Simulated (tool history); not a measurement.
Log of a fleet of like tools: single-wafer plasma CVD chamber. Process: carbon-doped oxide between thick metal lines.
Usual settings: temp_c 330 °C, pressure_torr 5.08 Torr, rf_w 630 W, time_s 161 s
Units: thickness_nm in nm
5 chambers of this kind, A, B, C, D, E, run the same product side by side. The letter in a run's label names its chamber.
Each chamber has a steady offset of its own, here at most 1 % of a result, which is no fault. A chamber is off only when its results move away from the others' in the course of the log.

| run | hour | temp_c | pressure_torr | rf_w | time_s | read-back reference wafer on the same gauge, thickness_nm | thickness_nm |
|---|---|---|---|---|---|---|---|
| 1C | 7.9 | 330 | 5.08 | 630 | 161 | 807.62 | 977.84 |
| 2B | 12.8 | 330 | 5.08 | 630 | 161 | 808.16 | 986.70 |
| 3A | 20.5 | 330 | 5.08 | 630 | 161 | 807.66 | 990.58 |
| 4E | 27.6 | 330 | 5.08 | 630 | 161 | 807.52 | 988.42 |
| 5D | 35.6 | 330 | 5.08 | 630 | 161 | 807.03 | 997.44 |
| 6A | 42.3 | 330 | 5.08 | 630 | 161 | 809.08 | 990.79 |
| 7C | 48.8 | 330 | 4.47 | 630 | 161 | 809.71 | 963.90 |
| 8D | 52.5 | 330 | 4.47 | 630 | 161 | 807.56 | 970.38 |
| 9E | 59.2 | 330 | 4.47 | 630 | 161 | 806.48 | 968.01 |
| 10B | 67.2 | 330 | 4.47 | 630 | 161 | 808.65 | 973.16 |
| 11A | 74.1 | 330 | 4.47 | 630 | 161 | 808.01 | 964.08 |
| 12D | 82.0 | 330 | 5.08 | 630 | 161 | 807.25 | 990.02 |
| 13B | 88.9 | 330 | 5.08 | 630 | 161 | 809.12 | 981.33 |
| 14E | 93.9 | 330 | 5.08 | 630 | 161 | 807.57 | 991.26 |
| 15C | 102.1 | 330 | 5.08 | 630 | 161 | 808.24 | 985.55 |
| 16C | 109.3 | 330 | 5.08 | 630 | 161 | 807.82 | 986.20 |
| 17D | 114.0 | 330 | 5.08 | 630 | 161 | 808.80 | 989.35 |
| 18B | 121.6 | 330 | 5.08 | 630 | 161 | 807.49 | 992.60 |
| 19E | 128.4 | 330 | 5.08 | 630 | 161 | 807.42 | 982.53 |
| 20A | 135.2 | 330 | 5.08 | 630 | 161 | 808.47 | 991.39 |
| 21C | 141.8 | 322 | 5.08 | 630 | 161 | 807.16 | 1009.90 |
| 22E | 147.0 | 322 | 5.08 | 630 | 161 | 808.28 | 998.31 |
| 23D | 152.6 | 322 | 5.08 | 630 | 161 | 808.44 | 1002.20 |
| 24B | 160.2 | 322 | 5.08 | 630 | 161 | 807.21 | 1015.90 |
| 25A | 165.8 | 322 | 5.08 | 630 | 161 | 807.41 | 1025.10 |
|  | 169.0 | chamber D: thermocouple changed; heater temperature recalibrated |
| 26A | 170.6 | 330 | 5.08 | 630 | 161 | 807.78 | 998.05 |
| 27B | 177.1 | 330 | 5.08 | 630 | 161 | 807.65 | 992.79 |
| 28D | 182.4 | 330 | 5.08 | 630 | 161 | 808.04 | 972.03 |
| 29C | 190.3 | 330 | 5.08 | 630 | 161 | 807.18 | 984.14 |
| 30E | 196.8 | 330 | 5.08 | 630 | 161 | 806.62 | 969.26 |
| 31A | 204.5 | 330 | 5.08 | 630 | 161 | 808.43 | 989.39 |
| 32E | 211.0 | 330 | 5.74 | 630 | 161 | 808.10 | 1004.70 |
| 33D | 217.8 | 330 | 5.74 | 630 | 161 | 808.15 | 970.25 |
| 34B | 224.1 | 330 | 5.74 | 630 | 161 | 806.61 | 1016.60 |
| 35C | 230.4 | 330 | 5.74 | 630 | 161 | 808.41 | 1004.10 |
| 36E | 237.7 | 330 | 5.74 | 630 | 161 | 808.23 | 997.24 |

What goes on in this fleet: one chamber off, a drifting gauge, or nothing beyond the chambers' own small offsets? Name the chamber and the cause, if any.

Chamber D drifts away from the others.
Cause: delivered RF power below the setpoint (%) = 6.95.

Here are 4 candidates for chamber D's next run, each the usual settings with a change, their results left as question marks. Which one brings its results back in line with what the others give on the usual settings?
In line means no further than this from the other chambers' mean on the usual settings: thickness_nm 20.00 nm
| 37D-1 | 243.6 | 330 | 5.11 | 640 | 166 |  | ? |
| 37D-2 | 243.6 | 330 | 5.08 | 630 | 173 |  | ? |
| 37D-3 | 243.6 | 330 | 5.05 | 620 | 157 |  | ? |
| 37D-4 | 243.6 | 330 | 5.08 | 630 | 149 |  | ? |

The other chambers' mean on the usual settings: thickness_nm 988.85 nm
| run | thickness_nm |
|---|---|
| 37D-1 | 986.48 |
| 37D-2 | 1017.40 |
| 37D-3 | 913.97 |
| 37D-4 | 876.69 |
37D-1 brings the chamber back in line.

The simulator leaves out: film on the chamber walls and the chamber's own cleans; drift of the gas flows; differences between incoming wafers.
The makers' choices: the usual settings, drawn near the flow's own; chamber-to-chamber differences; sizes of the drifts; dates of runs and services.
